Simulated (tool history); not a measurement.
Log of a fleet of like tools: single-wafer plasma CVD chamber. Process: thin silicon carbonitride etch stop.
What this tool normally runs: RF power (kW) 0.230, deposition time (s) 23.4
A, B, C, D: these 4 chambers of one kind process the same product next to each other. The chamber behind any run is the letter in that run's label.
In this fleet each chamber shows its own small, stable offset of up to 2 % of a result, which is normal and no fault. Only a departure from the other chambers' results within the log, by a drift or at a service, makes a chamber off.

run,day,RF power (kW),deposition time (s),"read-back reference wafer on the same gauge, thickness_nm",mean film thickness on the monitor wafer (nm)
1D,0.338,0.230,23.4,14.297,13.849
2A,0.654,0.230,23.4,14.299,13.651
3B,1.212,0.230,23.4,14.298,14.020
4C,1.696,0.230,23.4,14.285,13.797
5D,2.304,0.190,23.4,14.284,13.103
6A,2.800,0.190,23.4,14.276,12.854
7C,3.329,0.190,23.4,14.276,13.019
8B,3.667,0.190,23.4,14.275,13.193
9A,4.283,0.230,23.4,14.276,13.650
10D,4.783,0.230,23.4,14.268,13.809
11C,5.242,0.230,23.4,14.261,13.781
12B,5.650,0.230,23.4,14.263,13.940
13C,6.188,0.230,20.1,14.257,11.846
14A,6.829,0.230,20.1,14.252,11.713
15D,7.342,0.230,20.1,14.249,11.857
16B,8.000,0.230,20.1,14.248,11.974
17C,8.412,0.230,23.4,14.245,13.759
18A,9.054,0.230,23.4,14.237,13.574
19B,9.596,0.230,23.4,14.236,13.914
20D,10.175,0.230,23.4,14.231,13.739
21C,10.696,0.230,23.4,14.227,13.738
22B,11.125,0.200,25.8,14.223,14.696
23D,11.788,0.200,25.8,14.219,14.563
24A,12.325,0.200,25.8,14.217,14.347
25C,12.854,0.200,25.8,14.209,14.495
26B,13.204,0.260,23.4,14.208,14.451

Predict what each chamber gives when all 4 of them run the settings below next.
27A,13.700,0.230,23.4,,?
27B,13.700,0.230,23.4,,?
27C,13.700,0.230,23.4,,?
27D,13.700,0.230,23.4,,?

run,mean film thickness on the monitor wafer (nm)
27A,13.578
27B,13.942
27C,13.737
27D,13.753
